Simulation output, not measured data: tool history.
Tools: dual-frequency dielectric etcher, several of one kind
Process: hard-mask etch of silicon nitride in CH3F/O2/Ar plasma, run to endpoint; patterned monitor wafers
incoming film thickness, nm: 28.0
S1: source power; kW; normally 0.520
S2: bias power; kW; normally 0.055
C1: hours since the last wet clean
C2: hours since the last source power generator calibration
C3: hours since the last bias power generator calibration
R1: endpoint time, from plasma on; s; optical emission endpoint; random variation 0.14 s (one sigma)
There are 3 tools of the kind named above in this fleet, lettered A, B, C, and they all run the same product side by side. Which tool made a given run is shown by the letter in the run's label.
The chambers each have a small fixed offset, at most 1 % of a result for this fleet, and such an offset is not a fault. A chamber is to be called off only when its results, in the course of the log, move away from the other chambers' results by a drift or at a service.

run 1C hour=3.6 | S1=0.520 S2=0.055 | C1=105.6 C2=724.8 C3=262.2 | R1=39.794
run 2B hour=6.9 | S1=0.520 S2=0.055 | C1=75.8 C2=937.0 C3=30.1 | R1=40.013
run 3A hour=11.7 | S1=0.520 S2=0.055 | C1=402.0 C2=788.8 C3=300.9 | R1=40.018
run 4C hour=14.9 | S1=0.520 S2=0.055 | C1=116.9 C2=736.1 C3=273.5 | R1=39.759
run 5B hour=21.5 | S1=0.520 S2=0.055 | C1=90.4 C2=951.6 C3=44.7 | R1=39.825
run 6A hour=26.2 | S1=0.610 S2=0.066 | C1=416.5 C2=803.3 C3=315.4 | R1=35.679
run 7B hour=29.3 | S1=0.610 S2=0.066 | C1=98.2 C2=959.4 C3=52.5 | R1=35.441
run 8A hour=33.7 | S1=0.610 S2=0.066 | C1=424.0 C2=810.8 C3=322.9 | R1=35.938
run 9C hour=40.1 | S1=0.520 S2=0.055 | C1=142.1 C2=761.3 C3=298.7 | R1=39.815
run 10A hour=45.6 | S1=0.520 S2=0.055 | C1=435.9 C2=822.7 C3=334.8 | R1=40.404
-- hour=46.8 chamber A: wet clean of the chamber
run 11B hour=52.0 | S1=0.520 S2=0.055 | C1=120.9 C2=982.1 C3=75.2 | R1=39.699
run 12C hour=55.2 | S1=0.520 S2=0.055 | C1=157.2 C2=776.4 C3=313.8 | R1=39.572
run 13C hour=59.3 | S1=0.520 S2=0.055 | C1=161.3 C2=780.5 C3=317.9 | R1=39.409
run 14A hour=64.1 | S1=0.520 S2=0.055 | C1=17.3 C2=841.2 C3=353.3 | R1=40.382
run 15B hour=70.5 | S1=0.520 S2=0.055 | C1=139.4 C2=1000.6 C3=93.7 | R1=39.860
run 16C hour=74.2 | S1=0.520 S2=0.055 | C1=176.2 C2=795.4 C3=332.8 | R1=38.910
run 17A hour=79.7 | S1=0.520 S2=0.055 | C1=32.9 C2=856.8 C3=368.9 | R1=40.306
run 18B hour=82.7 | S1=0.520 S2=0.055 | C1=151.6 C2=1012.8 C3=105.9 | R1=40.068
run 19C hour=88.5 | S1=0.520 S2=0.055 | C1=190.5 C2=809.7 C3=347.1 | R1=38.995
run 20B hour=91.7 | S1=0.520 S2=0.055 | C1=160.6 C2=1021.8 C3=114.9 | R1=39.999
run 21A hour=96.4 | S1=0.520 S2=0.055 | C1=49.6 C2=873.5 C3=385.6 | R1=40.205
run 22A hour=101.9 | S1=0.430 S2=0.065 | C1=55.1 C2=879.0 C3=391.1 | R1=41.074
run 23C hour=106.0 | S1=0.430 S2=0.065 | C1=208.0 C2=827.2 C3=364.6 | R1=39.824
run 24B hour=111.0 | S1=0.430 S2=0.065 | C1=179.9 C2=1041.1 C3=134.2 | R1=40.698
run 25A hour=115.4 | S1=0.520 S2=0.055 | C1=68.6 C2=892.5 C3=404.6 | R1=40.365
run 26B hour=120.6 | S1=0.520 S2=0.055 | C1=189.5 C2=1050.7 C3=143.8 | R1=40.037
run 27C hour=124.2 | S1=0.520 S2=0.055 | C1=226.2 C2=845.4 C3=382.8 | R1=38.788
run 28A hour=127.8 | S1=0.520 S2=0.055 | C1=81.0 C2=904.9 C3=417.0 | R1=40.271
run 29B hour=133.0 | S1=0.520 S2=0.055 | C1=201.9 C2=1063.1 C3=156.2 | R1=39.978
run 30C hour=138.5 | S1=0.520 S2=0.055 | C1=240.5 C2=859.7 C3=397.1 | R1=38.448

Is one chamber out of step, is the gauge drifting, or do the chambers differ by no more than their own small offsets? For an off chamber, give its letter and the likeliest cause.

It is chamber C that slowly wanders off from its peers.
What lies behind it: etch rate over this chamber's usual, % = 3.43.

Below are 4 candidate recipes for chamber C's next run, each the usual settings with a change, their results shown as question marks. Which of them brings C's results back in line with what the other chambers give on the usual settings?
In-line tolerance around the mean of the other chambers on the usual settings: R1 0.510 s
run 31C-1 hour=143.5 | S1=0.460 S2=0.050 | R1=?
run 31C-2 hour=143.5 | S1=0.630 S2=0.055 | R1=?
run 31C-3 hour=143.5 | S1=0.490 S2=0.052 | R1=?
run 31C-4 hour=143.5 | S1=0.550 S2=0.058 | R1=?

Mean of the other chambers on the usual settings: R1 40.141 s
run=31C-1 R1=41.606
run=31C-2 R1=35.721
run=31C-3 R1=40.104
run=31C-4 R1=37.060
It is 31C-3 that realigns the chamber with its peers.

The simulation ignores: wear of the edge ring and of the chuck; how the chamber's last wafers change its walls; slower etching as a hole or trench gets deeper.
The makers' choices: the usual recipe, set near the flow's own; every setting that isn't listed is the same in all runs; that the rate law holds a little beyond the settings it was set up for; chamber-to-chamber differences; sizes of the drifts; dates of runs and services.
